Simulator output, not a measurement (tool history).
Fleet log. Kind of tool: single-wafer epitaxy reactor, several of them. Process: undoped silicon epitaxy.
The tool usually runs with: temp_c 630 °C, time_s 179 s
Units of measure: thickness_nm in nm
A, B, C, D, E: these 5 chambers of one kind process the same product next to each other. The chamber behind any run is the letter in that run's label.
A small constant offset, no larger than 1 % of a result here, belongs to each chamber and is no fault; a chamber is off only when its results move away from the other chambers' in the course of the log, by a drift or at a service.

run	day	temp_c	time_s	hours since the last pyrometer calibration	read-back reference wafer on the same gauge, thickness_nm	thickness_nm
1C	0.554	630	179	1491.0	15.800	19.011
2D	0.925	630	179	52.2	15.798	19.412
3A	1.342	630	179	1537.2	15.798	19.323
4B	1.983	630	179	982.4	15.806	19.311
5E	2.496	630	179	1471.7	15.805	19.495
6D	2.892	630	179	99.4	15.787	19.370
7C	3.429	630	179	1560.0	15.794	19.091
8E	3.862	621	179	1504.5	15.804	15.821
9B	4.438	621	179	1041.3	15.798	15.698
# day 4.929: chamber E: pyrometer calibrated
10A	4.992	621	179	1624.8	15.797	15.717
11C	5.292	621	179	1604.7	15.787	15.522
12D	5.733	621	179	167.6	15.798	15.685
13E	6.317	635	202	33.3	15.804	24.693
14A	6.700	635	202	1665.8	15.792	24.295
15B	7.317	635	202	1110.4	15.800	24.549
# day 7.521: chamber C: pyrometer calibrated
16C	7.629	635	202	2.7	15.803	24.158
17D	8.283	635	202	228.8	15.807	24.640
18B	8.925	630	179	1149.0	15.817	19.399
19A	9.567	630	179	1734.6	15.804	19.061
20E	9.892	630	179	119.1	15.799	19.384
# day 10.442: chamber B: pyrometer calibrated
21A	10.558	630	179	1758.4	15.803	18.992
22C	11.142	630	179	87.0	15.796	19.131
23D	11.525	630	179	306.6	15.805	19.336
24B	11.929	630	179	35.8	15.793	19.366
25E	12.596	630	179	184.0	15.797	19.406
26B	13.121	630	179	64.4	15.798	19.337
27A	13.512	630	179	1829.3	15.803	18.879
28D	14.171	630	179	370.1	15.804	19.363
29C	14.550	640	195	168.8	15.801	26.105
30E	15.133	640	195	244.9	15.798	26.614

For the next run the whole fleet of 5 chambers uses the same settings. Give each chamber's results:
31A	15.617	630	179			?
31B	15.617	630	179			?
31C	15.617	630	179			?
31D	15.617	630	179			?
31E	15.617	630	179			?

run	thickness_nm
31A	18.802
31B	19.332
31C	19.053
31D	19.344
31E	19.443
